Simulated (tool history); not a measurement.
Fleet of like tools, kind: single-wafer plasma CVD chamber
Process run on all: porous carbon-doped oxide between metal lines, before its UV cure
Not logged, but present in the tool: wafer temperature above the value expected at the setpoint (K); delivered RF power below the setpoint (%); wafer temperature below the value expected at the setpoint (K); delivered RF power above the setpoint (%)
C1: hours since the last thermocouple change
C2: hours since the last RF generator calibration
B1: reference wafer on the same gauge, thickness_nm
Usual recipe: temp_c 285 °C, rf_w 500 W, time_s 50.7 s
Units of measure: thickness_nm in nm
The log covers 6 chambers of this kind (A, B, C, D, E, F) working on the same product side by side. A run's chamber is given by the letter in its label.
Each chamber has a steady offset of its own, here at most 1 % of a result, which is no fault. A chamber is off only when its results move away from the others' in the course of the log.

{"run": "1E", "hour": 8.2, "temp_c": 285, "rf_w": 500, "time_s": 50.7, "C1": 402.1, "C2": 265.7, "B1": 288.13, "thickness_nm": 292.55}
{"run": "2B", "hour": 18.3, "temp_c": 285, "rf_w": 500, "time_s": 50.7, "C1": 591.3, "C2": 27, "B1": 288, "thickness_nm": 294.44}
{"run": "3D", "hour": 27.6, "temp_c": 285, "rf_w": 500, "time_s": 50.7, "C1": 795.1, "C2": 1169.1, "B1": 288.03, "thickness_nm": 296.06}
{"run": "4C", "hour": 33.1, "temp_c": 285, "rf_w": 500, "time_s": 50.7, "C1": 242.5, "C2": 1024.5, "B1": 288.12, "thickness_nm": 295.35}
{"run": "5A", "hour": 40.1, "temp_c": 285, "rf_w": 500, "time_s": 50.7, "C1": 1958.7, "C2": 508.1, "B1": 288.07, "thickness_nm": 296.6}
{"run": "6F", "hour": 46.7, "temp_c": 285, "rf_w": 500, "time_s": 50.7, "C1": 669.7, "C2": 1940.8, "B1": 287.91, "thickness_nm": 297.42}
{"run": "7E", "hour": 52.0, "temp_c": 285, "rf_w": 500, "time_s": 50.7, "C1": 445.9, "C2": 309.5, "B1": 288.03, "thickness_nm": 293.72}
{"run": "8A", "hour": 59.8, "temp_c": 285, "rf_w": 500, "time_s": 50.7, "C1": 1978.4, "C2": 527.8, "B1": 288.02, "thickness_nm": 295.79}
{"run": "9D", "hour": 68.9, "temp_c": 285, "rf_w": 500, "time_s": 50.7, "C1": 836.4, "C2": 1210.4, "B1": 287.7, "thickness_nm": 295.93}
{"run": "10B", "hour": 77.9, "temp_c": 285, "rf_w": 500, "time_s": 50.7, "C1": 650.9, "C2": 86.6, "B1": 288.08, "thickness_nm": 293.18}
{"run": "11C", "hour": 84.1, "temp_c": 294, "rf_w": 500, "time_s": 50.7, "C1": 293.5, "C2": 1075.5, "B1": 288.01, "thickness_nm": 279.41}
{"run": "12F", "hour": 93.1, "temp_c": 294, "rf_w": 500, "time_s": 50.7, "C1": 716.1, "C2": 1987.2, "B1": 287.95, "thickness_nm": 282.98}
{"run": "13D", "hour": 102.8, "temp_c": 294, "rf_w": 500, "time_s": 50.7, "C1": 870.3, "C2": 1244.3, "B1": 288.01, "thickness_nm": 280.05}
{"run": "14C", "hour": 110.8, "temp_c": 294, "rf_w": 500, "time_s": 50.7, "C1": 320.2, "C2": 1102.2, "B1": 287.86, "thickness_nm": 280.22}
{"run": "15A", "hour": 121.3, "temp_c": 294, "rf_w": 500, "time_s": 50.7, "C1": 2039.9, "C2": 589.3, "B1": 288.14, "thickness_nm": 279.73}
{"run": "16E", "hour": 130.2, "temp_c": 294, "rf_w": 500, "time_s": 50.7, "C1": 524.1, "C2": 387.7, "B1": 287.97, "thickness_nm": 278.89}
{"run": "17B", "hour": 135.1, "temp_c": 285, "rf_w": 500, "time_s": 50.7, "C1": 708.1, "C2": 143.8, "B1": 287.96, "thickness_nm": 294.73}
{"run": "18F", "hour": 144.7, "temp_c": 285, "rf_w": 500, "time_s": 50.7, "C1": 767.7, "C2": 2038.8, "B1": 288.02, "thickness_nm": 300.38}
{"run": "19E", "hour": 151.1, "temp_c": 285, "rf_w": 500, "time_s": 50.7, "C1": 545, "C2": 408.6, "B1": 287.94, "thickness_nm": 292.74}
{"run": "20D", "hour": 157.5, "temp_c": 285, "rf_w": 500, "time_s": 50.7, "C1": 925, "C2": 1299, "B1": 288.09, "thickness_nm": 296.08}
{"run": "21B", "hour": 166.2, "temp_c": 285, "rf_w": 500, "time_s": 50.7, "C1": 739.2, "C2": 174.9, "B1": 288.04, "thickness_nm": 294.58}
{"run": "22C", "hour": 170.9, "temp_c": 285, "rf_w": 500, "time_s": 50.7, "C1": 380.3, "C2": 1162.3, "B1": 288.17, "thickness_nm": 294.72}
{"run": "23A", "hour": 180.3, "temp_c": 272, "rf_w": 430, "time_s": 50.7, "C1": 2098.9, "C2": 648.3, "B1": 287.87, "thickness_nm": 288.95}
{"run": "24F", "hour": 187.7, "temp_c": 272, "rf_w": 430, "time_s": 50.7, "C1": 810.7, "C2": 2081.8, "B1": 287.85, "thickness_nm": 295.46}
{"run": "25F", "hour": 196.4, "temp_c": 272, "rf_w": 430, "time_s": 50.7, "C1": 819.4, "C2": 2090.5, "B1": 287.71, "thickness_nm": 297.16}
{"run": "26B", "hour": 202.8, "temp_c": 272, "rf_w": 430, "time_s": 50.7, "C1": 775.8, "C2": 211.5, "B1": 288.05, "thickness_nm": 288.3}
{"run": "27E", "hour": 209.7, "temp_c": 272, "rf_w": 430, "time_s": 50.7, "C1": 603.6, "C2": 467.2, "B1": 287.96, "thickness_nm": 287.34}
{"run": "28A", "hour": 215.6, "temp_c": 272, "rf_w": 430, "time_s": 50.7, "C1": 2134.2, "C2": 683.6, "B1": 287.87, "thickness_nm": 289.27}
{"run": "29D", "hour": 220.2, "temp_c": 272, "rf_w": 500, "time_s": 50.7, "C1": 987.7, "C2": 1361.7, "B1": 288.01, "thickness_nm": 322.27}
{"run": "30C", "hour": 227.1, "temp_c": 272, "rf_w": 500, "time_s": 50.7, "C1": 436.5, "C2": 1218.5, "B1": 288.04, "thickness_nm": 321.64}
{"run": "31C", "hour": 233.9, "temp_c": 272, "rf_w": 500, "time_s": 50.7, "C1": 443.3, "C2": 1225.3, "B1": 288.27, "thickness_nm": 321.9}
{"run": "32B", "hour": 242.6, "temp_c": 272, "rf_w": 500, "time_s": 50.7, "C1": 815.6, "C2": 251.3, "B1": 287.92, "thickness_nm": 319.12}
{"run": "33D", "hour": 253.2, "temp_c": 272, "rf_w": 500, "time_s": 50.7, "C1": 1020.7, "C2": 1394.7, "B1": 288.19, "thickness_nm": 323}
{"run": "34F", "hour": 262.8, "temp_c": 272, "rf_w": 500, "time_s": 50.7, "C1": 885.8, "C2": 2156.9, "B1": 288, "thickness_nm": 330.44}
{"run": "35E", "hour": 272.7, "temp_c": 285, "rf_w": 500, "time_s": 50.7, "C1": 666.6, "C2": 530.2, "B1": 287.9, "thickness_nm": 294.39}
{"run": "36A", "hour": 277.6, "temp_c": 285, "rf_w": 500, "time_s": 50.7, "C1": 2196.2, "C2": 745.6, "B1": 288.02, "thickness_nm": 295.96}
{"run": "37C", "hour": 287.9, "temp_c": 285, "rf_w": 500, "time_s": 50.7, "C1": 497.3, "C2": 1279.3, "B1": 287.88, "thickness_nm": 296.25}
{"run": "38A", "hour": 297.4, "temp_c": 285, "rf_w": 500, "time_s": 50.7, "C1": 2216, "C2": 765.4, "B1": 287.79, "thickness_nm": 295.38}
{"run": "39E", "hour": 305.6, "temp_c": 285, "rf_w": 500, "time_s": 50.7, "C1": 699.5, "C2": 563.1, "B1": 288.11, "thickness_nm": 294.62}
{"run": "40B", "hour": 311.5, "temp_c": 285, "rf_w": 595, "time_s": 50.7, "C1": 884.5, "C2": 320.2, "B1": 288.04, "thickness_nm": 328.37}
{"run": "41F", "hour": 320.7, "temp_c": 285, "rf_w": 595, "time_s": 50.7, "C1": 943.7, "C2": 2214.8, "B1": 287.98, "thickness_nm": 343.5}

Has any chamber moved away from the others, gradually or after a service, or does the common gauge drift, or do the chambers differ only by their own small steady offsets? State the chamber and the most likely cause if one applies.

Little by little, chamber F moves away from the other chambers.
What lies behind it: wafer temperature below the value expected at the setpoint (K) = 4.45.

Here are 4 candidates for chamber F's next run, each the usual settings with a change, their results left as question marks. Which one brings its results back in line with what the others give on the usual settings?
In line means no further than this from the other chambers' mean on the usual settings: thickness_nm 3.2 nm
{"run": "42F-1", "hour": 328.3, "temp_c": 279, "rf_w": 500, "time_s": 50.7, "thickness_nm": "?"}
{"run": "42F-2", "hour": 328.3, "temp_c": 285, "rf_w": 500, "time_s": 46.6, "thickness_nm": "?"}
{"run": "42F-3", "hour": 328.3, "temp_c": 287, "rf_w": 480, "time_s": 50.7, "thickness_nm": "?"}
{"run": "42F-4", "hour": 328.3, "temp_c": 283, "rf_w": 515, "time_s": 53.1, "thickness_nm": "?"}

The other chambers' mean on the usual settings: thickness_nm 295.13 nm
run=42F-1 thickness_nm=320.27
run=42F-2 thickness_nm=283.57
run=42F-3 thickness_nm=295.88
run=42F-4 thickness_nm=332.87
The answer is 42F-3, which returns the chamber to within the allowed miss of the others.

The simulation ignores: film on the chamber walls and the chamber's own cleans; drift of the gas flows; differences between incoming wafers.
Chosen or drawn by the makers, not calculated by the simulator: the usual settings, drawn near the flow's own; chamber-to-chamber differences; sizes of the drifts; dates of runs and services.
